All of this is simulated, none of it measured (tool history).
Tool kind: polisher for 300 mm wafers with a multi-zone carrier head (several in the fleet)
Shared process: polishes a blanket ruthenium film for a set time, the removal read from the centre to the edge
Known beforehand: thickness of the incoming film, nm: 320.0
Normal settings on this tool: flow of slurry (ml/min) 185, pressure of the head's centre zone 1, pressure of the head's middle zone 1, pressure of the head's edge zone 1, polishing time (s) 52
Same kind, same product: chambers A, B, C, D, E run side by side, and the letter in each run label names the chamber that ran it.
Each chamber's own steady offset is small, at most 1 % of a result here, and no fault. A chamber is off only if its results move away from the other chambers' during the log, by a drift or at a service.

run,hour,flow of slurry (ml/min),pressure of the head's centre zone,pressure of the head's middle zone,pressure of the head's edge zone,polishing time (s),film removed at the wafer's centre (angstrom),film removed at mid-radius (angstrom),film removed at the wafer's edge (angstrom)
1D,11.6,185,1,1,1,52,800.2,804.34,808.26
# hour 17.9: chamber E: worn pad replaced by a new one
2E,21.8,185,1,1,1,52,813.35,813.98,817.59
3C,30.4,185,1,1,1,52,809.27,812.2,794.83
4B,41.4,185,1,1,1,52,809.23,832.59,799.69
# hour 45: chamber C: slurry nozzle cleaned
5A,53.1,185,1,1,1,52,783.38,811.41,806.49
6E,59.9,185,1,1,1,52,810.79,808.59,814.29
# hour 65.2: chamber A: worn pad replaced by a new one
# hour 70.2: chamber B: worn pad replaced by a new one
7A,70.6,185,1,1,1,52,797.75,810.35,801.25
8C,82.8,185,1,1,1,52,805.9,803.81,808.86
# hour 85.3: chamber C: worn pad replaced by a new one
9B,93.5,185,1,1,1,52,791.81,822.91,808.09
# hour 94.7: chamber B: edge zone pressure recalibrated
# hour 100.4: chamber D: centre zone pressure recalibrated
10D,105.5,235,1,1,1,40,645.46,645.47,631.02
11C,117,235,1,1,1,40,640.3,631.55,629.9
# hour 117.9: chamber E: worn pad replaced by a new one
12D,127.2,235,1,1,1,40,639.26,624.14,638.75
# hour 133.7: chamber D: worn pad replaced by a new one
13A,136.5,235,1,1,1,40,638.94,640.37,632.08
14E,148.7,235,1,1,1,40,655.62,651.44,642.78
15B,156.3,185,1,1,1,52,798.23,827.78,817.64
16C,167.1,185,1,1,1,52,794.76,813.46,799.16
17E,174.5,160,1,1,1,52,800.56,782.89,792.32
# hour 177: chamber E: slurry nozzle cleaned
18B,183.4,160,1,1,1,52,790.7,787.06,802.64
# hour 187.8: chamber C: centre zone pressure recalibrated
19D,197.1,160,1,1,1,52,783.93,768.54,798.71
20A,205,160,1,1,1,52,779.94,794.37,787.6
# hour 207.5: chamber C: worn pad replaced by a new one
21D,216.3,160,1,1,1,52,789.49,790.81,790.57
# hour 220: chamber E: worn pad replaced by a new one
22B,225.7,185,1,1,1,52,801.89,810.2,810.05
23C,238.2,185,1,1,1.06,52,845.53,805.55,830.9
# hour 241.2: chamber A: worn pad replaced by a new one
24A,249.5,185,1,1,1.06,52,808.98,828.91,834.41
# hour 254.2: chamber B: worn pad replaced by a new one
25E,261.4,185,1,1,1.06,52,811.14,793.98,841
# hour 267.8: chamber A: slurry nozzle cleaned
# hour 273.2: chamber C: slurry nozzle cleaned
26D,275.6,185,1,1,1.06,52,808.6,807.19,840.36
# hour 276.6: chamber D: edge zone pressure recalibrated
# hour 286.9: chamber A: centre zone pressure recalibrated
27E,288.6,185,1,1,1.06,52,814.91,798.71,838.7
# hour 292.7: chamber B: slurry nozzle cleaned
28B,299.3,165,1,0.95,1,52,785.52,747.22,794.99
29A,312.5,165,1,0.95,1,52,776.33,763.96,796.1
# hour 314.2: chamber E: worn pad replaced by a new one
30C,322.2,165,1,0.95,1,52,837.74,755.13,801.03
31B,331.2,165,1,0.95,1,52,781.16,759.89,795.47
# hour 338.4: chamber C: worn pad replaced by a new one
32C,341.5,165,1,0.95,1,52,828.73,764.89,789.49
# hour 345.6: chamber D: worn pad replaced by a new one
33E,354.5,185,1,1,1,52,814.55,803.66,813.93
34A,369,185,1,1,1,52,791.6,813.75,810.83
35D,379.5,185,1,1,1,52,809.54,811.6,804.07
36C,390.4,185,1,1,1,52,832.05,804.78,800.98
# hour 395.5: chamber E: worn pad replaced by a new one
37E,396.9,185,1,1,1,69,1084.1,1062.2,1083.7
# hour 407.6: chamber B: centre zone pressure recalibrated
38D,409,185,1,1,1,69,1075,1077.6,1085.7
# hour 414.3: chamber C: edge zone pressure recalibrated
39A,419,185,1,1,1,69,1050.7,1048.9,1072.1
40B,432.9,185,1,1,1,69,1068.2,1068.9,1061.9
41A,443.9,185,1,1,1,69,1061.4,1072,1058.2
42B,454,185,1,1,1,52,808.9,816.7,812
43C,460.6,185,1,1,1,52,831.58,801.73,803.54

Each of the 5 chambers runs these same settings next. Fill in every chamber's results:
44A,471.1,185,1,1,1,52,?,?,?
44B,471.1,185,1,1,1,52,?,?,?
44C,471.1,185,1,1,1,52,?,?,?
44D,471.1,185,1,1,1,52,?,?,?
44E,471.1,185,1,1,1,52,?,?,?

run,film removed at the wafer's centre (angstrom),film removed at mid-radius (angstrom),film removed at the wafer's edge (angstrom)
44A,793.71,822.15,799.29
44B,812.05,819.29,804.42
44C,847.21,806.18,813.48
44D,794.44,816.43,806.63
44E,800.86,819.18,804.33
